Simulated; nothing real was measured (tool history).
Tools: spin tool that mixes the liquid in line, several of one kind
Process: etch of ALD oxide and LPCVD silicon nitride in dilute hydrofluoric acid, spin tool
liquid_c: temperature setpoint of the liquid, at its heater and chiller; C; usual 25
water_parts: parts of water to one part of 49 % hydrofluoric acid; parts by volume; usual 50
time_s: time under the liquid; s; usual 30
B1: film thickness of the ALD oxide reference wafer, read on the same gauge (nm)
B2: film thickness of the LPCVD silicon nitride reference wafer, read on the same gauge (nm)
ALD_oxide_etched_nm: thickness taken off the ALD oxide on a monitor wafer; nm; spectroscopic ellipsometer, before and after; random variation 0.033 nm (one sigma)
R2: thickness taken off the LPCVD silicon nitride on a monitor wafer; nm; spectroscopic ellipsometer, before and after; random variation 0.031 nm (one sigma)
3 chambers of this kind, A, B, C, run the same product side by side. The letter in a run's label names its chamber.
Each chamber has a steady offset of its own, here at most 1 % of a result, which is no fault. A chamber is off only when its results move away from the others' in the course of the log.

run 1B hour=4.3 | liquid_c=25 water_parts=50 time_s=30 | B1=69.968 B2=80.005 | ALD_oxide_etched_nm=8.3369 R2=0.27255
run 2C hour=11.1 | liquid_c=25 water_parts=50 time_s=30 | B1=69.959 B2=80.012 | ALD_oxide_etched_nm=8.3068 R2=0.2804
run 3A hour=18.4 | liquid_c=25 water_parts=50 time_s=30 | B1=69.992 B2=79.984 | ALD_oxide_etched_nm=8.3167 R2=0.31628
run 4B hour=25.5 | liquid_c=25 water_parts=50 time_s=30 | B1=70.035 B2=80.002 | ALD_oxide_etched_nm=8.2894 R2=0.28006
run 5C hour=30.5 | liquid_c=25 water_parts=50 time_s=30 | B1=69.971 B2=80.014 | ALD_oxide_etched_nm=8.3254 R2=0.30711
run 6A hour=37.2 | liquid_c=25 water_parts=50 time_s=30 | B1=69.965 B2=79.982 | ALD_oxide_etched_nm=8.2572 R2=0.32471
run 7C hour=44.5 | liquid_c=25 water_parts=50 time_s=30 | B1=69.982 B2=80.015 | ALD_oxide_etched_nm=8.292 R2=0.2908
run 8B hour=50.1 | liquid_c=25 water_parts=50 time_s=30 | B1=69.963 B2=79.97 | ALD_oxide_etched_nm=8.2637 R2=0.32033
run 9A hour=56.7 | liquid_c=25 water_parts=50 time_s=30 | B1=69.998 B2=79.992 | ALD_oxide_etched_nm=8.2762 R2=0.24664
run 10B hour=60.3 | liquid_c=25 water_parts=50 time_s=30 | B1=70.028 B2=79.975 | ALD_oxide_etched_nm=8.2996 R2=0.33167
run 11C hour=64 | liquid_c=25 water_parts=50 time_s=30 | B1=69.975 B2=80.003 | ALD_oxide_etched_nm=8.2396 R2=0.28583
run 12A hour=69.5 | liquid_c=25 water_parts=50 time_s=30 | B1=70.011 B2=80.013 | ALD_oxide_etched_nm=8.2637 R2=0.31516
run 13B hour=74.2 | liquid_c=25 water_parts=50 time_s=20 | B1=70.003 B2=80.037 | ALD_oxide_etched_nm=5.4718 R2=0.19189
run 14C hour=79.6 | liquid_c=25 water_parts=50 time_s=20 | B1=70.019 B2=79.966 | ALD_oxide_etched_nm=5.5309 R2=0.19913
run 15A hour=83.8 | liquid_c=25 water_parts=50 time_s=20 | B1=70.011 B2=80.003 | ALD_oxide_etched_nm=5.5615 R2=0.22964
run 16A hour=87.9 | liquid_c=25 water_parts=40 time_s=15 | B1=69.978 B2=80.005 | ALD_oxide_etched_nm=5.2696 R2=0.21398
run 17B hour=92.1 | liquid_c=25 water_parts=40 time_s=15 | B1=70.027 B2=79.986 | ALD_oxide_etched_nm=5.1317 R2=0.18491
run 18C hour=97.8 | liquid_c=25 water_parts=40 time_s=15 | B1=70.037 B2=79.998 | ALD_oxide_etched_nm=5.2466 R2=0.18852
run 19A hour=101.8 | liquid_c=25 water_parts=50 time_s=30 | B1=69.958 B2=80.019 | ALD_oxide_etched_nm=8.1945 R2=0.29248
run 20B hour=107.4 | liquid_c=25 water_parts=50 time_s=30 | B1=70.008 B2=80.007 | ALD_oxide_etched_nm=7.9667 R2=0.3259
run 21C hour=112.7 | liquid_c=25 water_parts=50 time_s=30 | B1=69.96 B2=80.009 | ALD_oxide_etched_nm=8.2674 R2=0.33776
run 22C hour=119.6 | liquid_c=25 water_parts=50 time_s=30 | B1=69.959 B2=80.025 | ALD_oxide_etched_nm=8.2765 R2=0.32913

Next, every chamber runs the same settings. What will each give?
run 23A hour=125.1 | liquid_c=25 water_parts=50 time_s=30 | ALD_oxide_etched_nm=? R2=?
run 23B hour=125.1 | liquid_c=25 water_parts=50 time_s=30 | ALD_oxide_etched_nm=? R2=?
run 23C hour=125.1 | liquid_c=25 water_parts=50 time_s=30 | ALD_oxide_etched_nm=? R2=?

run=23A ALD_oxide_etched_nm=8.3305 R2=0.29993
run=23B ALD_oxide_etched_nm=7.9403 R2=0.29741
run=23C ALD_oxide_etched_nm=8.2542 R2=0.30914
